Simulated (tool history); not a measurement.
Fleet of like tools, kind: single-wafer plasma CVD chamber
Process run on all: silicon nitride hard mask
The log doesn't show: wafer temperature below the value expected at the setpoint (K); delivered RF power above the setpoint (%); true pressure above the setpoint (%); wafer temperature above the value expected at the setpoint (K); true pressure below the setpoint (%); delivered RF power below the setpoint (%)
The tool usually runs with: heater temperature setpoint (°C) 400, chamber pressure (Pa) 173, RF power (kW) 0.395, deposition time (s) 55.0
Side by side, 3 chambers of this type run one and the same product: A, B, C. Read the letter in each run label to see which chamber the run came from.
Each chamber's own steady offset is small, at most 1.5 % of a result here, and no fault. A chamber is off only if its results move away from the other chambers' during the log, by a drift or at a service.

run	hour	heater temperature setpoint (°C)	chamber pressure (Pa)	RF power (kW)	deposition time (s)	hours since the last thermocouple change	hours since the last RF generator calibration	hours since the last manometer calibration	read-back reference wafer on the same gauge, thickness_nm	mean film thickness on the monitor wafer (angstrom)
1A	8.8	400	173	0.395	55.0	1101.0	183.5	870.5	69.706	716.95
2C	20.3	400	173	0.395	55.0	1599.7	1557.0	977.2	69.693	713.80
3B	28.9	400	173	0.395	55.0	245.6	994.8	1765.2	69.644	709.44
4B	42.2	400	173	0.395	55.0	258.9	1008.1	1778.5	69.671	707.09
5C	51.7	400	173	0.395	55.0	1631.1	1588.4	1008.6	69.712	712.52
6A	58.1	400	191	0.395	55.0	1150.3	232.8	919.8	69.691	735.21
7A	64.8	400	191	0.395	55.0	1157.0	239.5	926.5	69.679	737.94
8C	78.4	400	191	0.395	55.0	1657.8	1615.1	1035.3	69.707	734.88
9B	88.9	400	173	0.395	55.0	305.6	1054.8	1825.2	69.720	705.85
# hour 93.6: chamber B: RF generator calibrated
10C	97.0	400	173	0.395	55.0	1676.4	1633.7	1053.9	69.706	711.33
11B	103.1	400	173	0.395	55.0	319.8	9.5	1839.4	69.707	706.08
12A	111.2	400	173	0.395	55.0	1203.4	285.9	972.9	69.696	717.45
13C	125.0	400	173	0.395	55.0	1704.4	1661.7	1081.9	69.705	712.09
14A	134.5	400	173	0.395	55.0	1226.7	309.2	996.2	69.704	715.70
15B	142.4	400	149	0.395	55.0	359.1	48.8	1878.7	69.685	677.81
16B	153.5	400	149	0.395	55.0	370.2	59.9	1889.8	69.684	673.24
17C	162.0	400	149	0.395	55.0	1741.4	1698.7	1118.9	69.767	680.16
18A	171.0	391	173	0.395	46.8	1263.2	345.7	1032.7	69.674	614.49
19B	182.9	391	173	0.395	46.8	399.6	89.3	1919.2	69.666	604.68
20C	194.2	391	173	0.395	46.8	1773.6	1730.9	1151.1	69.707	609.34
21A	200.6	400	173	0.395	55.0	1292.8	375.3	1062.3	69.689	717.12
22B	212.5	400	173	0.395	55.0	429.2	118.9	1948.8	69.680	707.82
23A	222.0	400	173	0.395	55.0	1314.2	396.7	1083.7	69.683	717.20
# hour 232.5: chamber B: capacitance manometer re-zeroed and calibrated
24C	232.7	386	173	0.395	63.8	1812.1	1769.4	1189.6	69.696	829.86
# hour 234.5: chamber C: RF generator calibrated
# hour 236.5: chamber A: capacitance manometer re-zeroed and calibrated
25C	245.3	386	173	0.395	63.8	1824.7	10.9	1202.2	69.721	830.88
26A	252.7	386	173	0.395	63.8	1344.9	427.4	16.2	69.683	836.63
27B	261.6	400	173	0.395	55.0	478.3	168.0	29.2	69.646	691.00
28B	267.8	400	173	0.395	55.0	484.5	174.2	35.4	69.687	690.23
29A	277.4	400	173	0.395	55.0	1369.6	452.1	40.9	69.666	718.16
30C	288.0	400	173	0.395	55.0	1867.4	53.6	1244.9	69.680	712.74
31C	297.8	400	173	0.395	60.4	1877.2	63.4	1254.7	69.744	779.70
32A	304.4	400	173	0.395	60.4	1396.6	479.1	67.9	69.719	787.89
33B	312.4	400	173	0.395	60.4	529.1	218.8	80.0	69.715	756.92
34C	320.5	400	173	0.395	55.0	1899.9	86.1	1277.4	69.719	713.65
35A	332.7	400	173	0.395	55.0	1424.9	507.4	96.2	69.660	718.39
36B	346.2	400	173	0.395	55.0	562.9	252.6	113.8	69.645	690.17
37C	356.7	400	173	0.395	55.0	1936.1	122.3	1313.6	69.709	713.43
38A	367.7	400	173	0.395	55.0	1459.9	542.4	131.2	69.664	717.45
39B	379.8	400	173	0.395	55.0	596.5	286.2	147.4	69.755	691.60
40B	391.3	400	173	0.395	55.0	608.0	297.7	158.9	69.740	691.34
41C	399.0	400	173	0.395	55.0	1978.4	164.6	1355.9	69.716	711.58

Each of the 3 chambers runs these same settings next. Fill in every chamber's results:
42A	409.0	400	173	0.395	55.0					?
42B	409.0	400	173	0.395	55.0					?
42C	409.0	400	173	0.395	55.0					?

run	mean film thickness on the monitor wafer (angstrom)
42A	715.40
42B	691.36
42C	714.24
